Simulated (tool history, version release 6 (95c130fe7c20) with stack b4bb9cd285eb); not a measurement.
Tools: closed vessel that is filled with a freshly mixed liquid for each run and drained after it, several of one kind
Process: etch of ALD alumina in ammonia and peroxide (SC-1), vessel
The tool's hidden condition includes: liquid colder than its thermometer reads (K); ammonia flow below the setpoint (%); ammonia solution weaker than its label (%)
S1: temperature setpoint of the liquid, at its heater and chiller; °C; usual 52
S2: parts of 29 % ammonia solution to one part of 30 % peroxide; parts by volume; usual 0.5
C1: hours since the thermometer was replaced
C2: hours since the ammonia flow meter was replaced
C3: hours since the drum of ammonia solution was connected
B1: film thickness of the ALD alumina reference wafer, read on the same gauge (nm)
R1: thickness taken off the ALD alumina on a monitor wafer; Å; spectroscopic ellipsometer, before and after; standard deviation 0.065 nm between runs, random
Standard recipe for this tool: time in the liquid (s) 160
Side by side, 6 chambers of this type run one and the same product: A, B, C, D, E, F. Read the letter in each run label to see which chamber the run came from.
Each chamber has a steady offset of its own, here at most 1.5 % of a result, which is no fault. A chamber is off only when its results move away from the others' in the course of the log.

run 1F hour=3 | S1=52 S2=0.5 time_in_the_liquid_(s)=160 | C1=640 C2=211.3 C3=588.5 | B1=140 | R1=103.22
run 2B hour=8.2 | S1=52 S2=0.5 time_in_the_liquid_(s)=160 | C1=1434.8 C2=17.4 C3=254.2 | B1=139.96 | R1=104.25
run 3A hour=11.4 | S1=52 S2=0.5 time_in_the_liquid_(s)=160 | C1=578 C2=2188 C3=122.2 | B1=139.97 | R1=106.7
run 4E hour=17.2 | S1=52 S2=0.5 time_in_the_liquid_(s)=160 | C1=2295.4 C2=433.3 C3=564.1 | B1=139.97 | R1=104.52
run 5C hour=20.1 | S1=52 S2=0.3 time_in_the_liquid_(s)=105 | C1=640.6 C2=1343.8 C3=203.7 | B1=139.96 | R1=65.245
run 6D hour=23.2 | S1=52 S2=0.3 time_in_the_liquid_(s)=105 | C1=1041.5 C2=524.1 C3=113.3 | B1=140.06 | R1=64.817
run 7D hour=27.9 | S1=52 S2=0.3 time_in_the_liquid_(s)=105 | C1=1046.2 C2=528.8 C3=118 | B1=140.02 | R1=65.706
run 8B hour=33.7 | S1=52 S2=0.3 time_in_the_liquid_(s)=105 | C1=1460.3 C2=42.9 C3=279.7 | B1=140.01 | R1=66.259
run 9E hour=37.2 | S1=52 S2=0.3 time_in_the_liquid_(s)=105 | C1=2315.4 C2=453.3 C3=584.1 | B1=139.98 | R1=65.607
run 10A hour=41.6 | S1=52 S2=0.3 time_in_the_liquid_(s)=105 | C1=608.2 C2=2218.2 C3=152.4 | B1=139.96 | R1=65.987
run 11F hour=46 | S1=52 S2=0.6 time_in_the_liquid_(s)=160 | C1=683 C2=254.3 C3=631.5 | B1=140.01 | R1=104.59
run 12C hour=48.8 | S1=52 S2=0.6 time_in_the_liquid_(s)=160 | C1=669.3 C2=1372.5 C3=232.4 | B1=140.02 | R1=107.67
-- hour=49.7 chamber E: ammonia flow meter replaced
run 13C hour=54.5 | S1=52 S2=0.6 time_in_the_liquid_(s)=160 | C1=675 C2=1378.2 C3=238.1 | B1=140.03 | R1=107.39
run 14E hour=60.2 | S1=52 S2=0.6 time_in_the_liquid_(s)=160 | C1=2338.4 C2=10.5 C3=607.1 | B1=140.03 | R1=107.41
run 15F hour=64.2 | S1=52 S2=0.6 time_in_the_liquid_(s)=160 | C1=701.2 C2=272.5 C3=649.7 | B1=140 | R1=106.25
run 16D hour=68.6 | S1=52 S2=0.6 time_in_the_liquid_(s)=160 | C1=1086.9 C2=569.5 C3=158.7 | B1=140 | R1=103.85
run 17B hour=71.7 | S1=52 S2=0.5 time_in_the_liquid_(s)=160 | C1=1498.3 C2=80.9 C3=317.7 | B1=140.02 | R1=104.21
run 18A hour=76 | S1=52 S2=0.5 time_in_the_liquid_(s)=160 | C1=642.6 C2=2252.6 C3=186.8 | B1=140.01 | R1=105.23
-- hour=77.7 chamber A: ammonia flow meter replaced
run 19A hour=80.7 | S1=52 S2=0.5 time_in_the_liquid_(s)=160 | C1=647.3 C2=3 C3=191.5 | B1=139.98 | R1=105.25
run 20F hour=86.4 | S1=52 S2=0.5 time_in_the_liquid_(s)=160 | C1=723.4 C2=294.7 C3=671.9 | B1=139.97 | R1=104.11
run 21C hour=89.4 | S1=52 S2=0.5 time_in_the_liquid_(s)=160 | C1=709.9 C2=1413.1 C3=273 | B1=140.02 | R1=105.16
run 22D hour=93.2 | S1=52 S2=0.35 time_in_the_liquid_(s)=130 | C1=1111.5 C2=594.1 C3=183.3 | B1=139.99 | R1=78.531
run 23E hour=97.3 | S1=52 S2=0.35 time_in_the_liquid_(s)=130 | C1=2375.5 C2=47.6 C3=644.2 | B1=139.97 | R1=83.437
-- hour=97.9 chamber D: new drum of ammonia solution connected
run 24B hour=102.8 | S1=52 S2=0.35 time_in_the_liquid_(s)=130 | C1=1529.4 C2=112 C3=348.8 | B1=140.01 | R1=82.526
run 25D hour=105.4 | S1=52 S2=0.35 time_in_the_liquid_(s)=130 | C1=1123.7 C2=606.3 C3=7.6 | B1=139.98 | R1=78.338
run 26E hour=110.2 | S1=52 S2=0.35 time_in_the_liquid_(s)=130 | C1=2388.4 C2=60.5 C3=657.1 | B1=140.06 | R1=83.476
run 27B hour=113.2 | S1=52 S2=0.35 time_in_the_liquid_(s)=130 | C1=1539.8 C2=122.4 C3=359.2 | B1=140.01 | R1=81.522
run 28C hour=118.2 | S1=52 S2=0.5 time_in_the_liquid_(s)=160 | C1=738.7 C2=1441.9 C3=301.8 | B1=140 | R1=105.09
run 29F hour=122.9 | S1=43 S2=0.5 time_in_the_liquid_(s)=160 | C1=759.9 C2=331.2 C3=708.4 | B1=140.02 | R1=62.912
run 30A hour=126.1 | S1=43 S2=0.5 time_in_the_liquid_(s)=160 | C1=692.7 C2=48.4 C3=236.9 | B1=140 | R1=63.325
run 31B hour=132 | S1=43 S2=0.5 time_in_the_liquid_(s)=160 | C1=1558.6 C2=141.2 C3=378 | B1=139.98 | R1=63.777
run 32E hour=135 | S1=43 S2=0.5 time_in_the_liquid_(s)=160 | C1=2413.2 C2=85.3 C3=681.9 | B1=139.97 | R1=63.514
-- hour=138 chamber F: new drum of ammonia solution connected
run 33C hour=139.4 | S1=43 S2=0.5 time_in_the_liquid_(s)=160 | C1=759.9 C2=1463.1 C3=323 | B1=139.99 | R1=64.569
run 34F hour=145 | S1=43 S2=0.5 time_in_the_liquid_(s)=160 | C1=782 C2=353.3 C3=7.1 | B1=139.99 | R1=63.263
run 35D hour=149.2 | S1=52 S2=0.5 time_in_the_liquid_(s)=160 | C1=1167.5 C2=650.1 C3=51.4 | B1=140.01 | R1=98.241
run 36A hour=153.8 | S1=52 S2=0.5 time_in_the_liquid_(s)=160 | C1=720.4 C2=76.1 C3=264.6 | B1=139.98 | R1=105.4
run 37D hour=157.1 | S1=52 S2=0.6 time_in_the_liquid_(s)=160 | C1=1175.4 C2=658 C3=59.3 | B1=139.96 | R1=98.875

Read the log: is a single chamber off, either drifting away or since a service, is the gauge that measures every chamber drifting, or is nothing wrong beyond small per-chamber offsets? Name any odd chamber and what most likely caused it.

Little by little, chamber D moves away from the other chambers.
What lies behind it: liquid colder than its thermometer reads (K) = 1.46.

Chamber D could run next with any of the 4 candidate recipes listed below; each alters the usual settings, and their results appear as question marks. Which one brings its results back in line with what the other chambers deliver on the usual settings?
In line means no further than this from the other chambers' mean on the usual settings: R1 2.3 Å
run 38D-1 hour=161.5 | S1=53.5 S2=0.5 time_in_the_liquid_(s)=160 | R1=?
run 38D-2 hour=161.5 | S1=52 S2=0.5 time_in_the_liquid_(s)=155 | R1=?
run 38D-3 hour=161.5 | S1=52 S2=0.2 time_in_the_liquid_(s)=160 | R1=?
run 38D-4 hour=161.5 | S1=52 S2=0.5 time_in_the_liquid_(s)=165 | R1=?

Other chambers, usual settings, mean: R1 104.93 Å
run=38D-1 R1=105.44
run=38D-2 R1=94.079
run=38D-3 R1=89.018
run=38D-4 R1=100.15
The right change is 38D-1: it brings the chamber back within the allowed miss of the others.

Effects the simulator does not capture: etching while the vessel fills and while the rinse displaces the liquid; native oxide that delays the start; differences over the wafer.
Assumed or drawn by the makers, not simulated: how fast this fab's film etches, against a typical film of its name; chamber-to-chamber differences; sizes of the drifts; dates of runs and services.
